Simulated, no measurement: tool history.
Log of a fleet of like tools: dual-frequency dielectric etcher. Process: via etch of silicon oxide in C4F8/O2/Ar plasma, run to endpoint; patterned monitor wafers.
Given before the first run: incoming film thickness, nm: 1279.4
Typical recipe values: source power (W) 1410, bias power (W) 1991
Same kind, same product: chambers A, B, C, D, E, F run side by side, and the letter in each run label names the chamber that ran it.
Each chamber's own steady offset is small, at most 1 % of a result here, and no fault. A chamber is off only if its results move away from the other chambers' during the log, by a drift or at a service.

| run | day | source power (W) | bias power (W) | endpoint time (s) |
|---|---|---|---|---|
| 1F | 0.333 | 1410 | 1991 | 290.28 |
| 2E | 0.950 | 1410 | 1991 | 292.32 |
|  | 1.079 | chamber A: wet clean of the chamber |
| 3D | 1.362 | 1410 | 1991 | 292.06 |
| 4A | 1.775 | 1410 | 1991 | 290.74 |
| 5B | 2.375 | 1410 | 1991 | 290.47 |
|  | 2.675 | chamber C: wet clean of the chamber |
| 6C | 3.000 | 1410 | 1991 | 294.34 |
| 7B | 3.575 | 1090 | 2182 | 314.38 |
| 8C | 4.183 | 1090 | 2182 | 315.43 |
| 9D | 4.725 | 1090 | 2182 | 314.53 |
| 10E | 5.054 | 1090 | 2182 | 313.11 |
| 11A | 5.658 | 1090 | 2182 | 312.58 |
| 12F | 6.121 | 1090 | 2182 | 310.66 |
| 13D | 6.562 | 1410 | 1991 | 292.02 |
| 14A | 7.225 | 1410 | 1991 | 293.72 |
| 15F | 7.812 | 1080 | 1712 | 336.47 |
| 16C | 8.258 | 1080 | 1712 | 333.77 |
| 17E | 8.783 | 1080 | 1712 | 335.54 |
| 18B | 9.175 | 1080 | 1712 | 338.31 |
| 19E | 9.746 | 1080 | 1712 | 335.00 |
|  | 10.188 | chamber E: wet clean of the chamber |
| 20B | 10.396 | 1080 | 1712 | 337.28 |
| 21C | 10.742 | 1700 | 2377 | 259.14 |
| 22F | 11.233 | 1700 | 2377 | 253.98 |
| 23D | 11.696 | 1700 | 2377 | 257.79 |
| 24A | 12.221 | 1700 | 2377 | 256.21 |
|  | 12.383 | chamber B: wet clean of the chamber |
| 25F | 12.533 | 1700 | 2377 | 257.26 |
|  | 12.642 | chamber F: wet clean of the chamber |
| 26B | 12.862 | 1700 | 2377 | 246.89 |
| 27C | 13.400 | 1410 | 1991 | 295.56 |
| 28D | 13.904 | 1410 | 1991 | 293.34 |
| 29A | 14.271 | 1410 | 1751 | 301.14 |
| 30E | 14.867 | 1410 | 1751 | 298.87 |
| 31A | 15.496 | 1410 | 1751 | 302.54 |
| 32F | 15.821 | 1410 | 1751 | 300.48 |
| 33B | 16.400 | 1410 | 1751 | 287.78 |
| 34C | 17.054 | 1410 | 1751 | 304.03 |
|  | 17.262 | chamber D: wet clean of the chamber |
| 35E | 17.575 | 1410 | 1991 | 291.74 |
| 36D | 17.900 | 1170 | 1991 | 312.75 |
| 37F | 18.204 | 1170 | 1991 | 310.21 |
| 38A | 18.758 | 1170 | 1991 | 315.52 |
| 39D | 19.200 | 1170 | 1991 | 311.52 |

All chambers now run identical settings, listed one chamber a line with results as question marks. What results will each chamber show?
| 40A | 19.683 | 1200 | 1991 | ? |
| 40B | 19.683 | 1200 | 1991 | ? |
| 40C | 19.683 | 1200 | 1991 | ? |
| 40D | 19.683 | 1200 | 1991 | ? |
| 40E | 19.683 | 1200 | 1991 | ? |
| 40F | 19.683 | 1200 | 1991 | ? |

| run | endpoint time (s) |
|---|---|
| 40A | 308.49 |
| 40B | 293.85 |
| 40C | 312.50 |
| 40D | 312.26 |
| 40E | 306.30 |
| 40F | 307.77 |
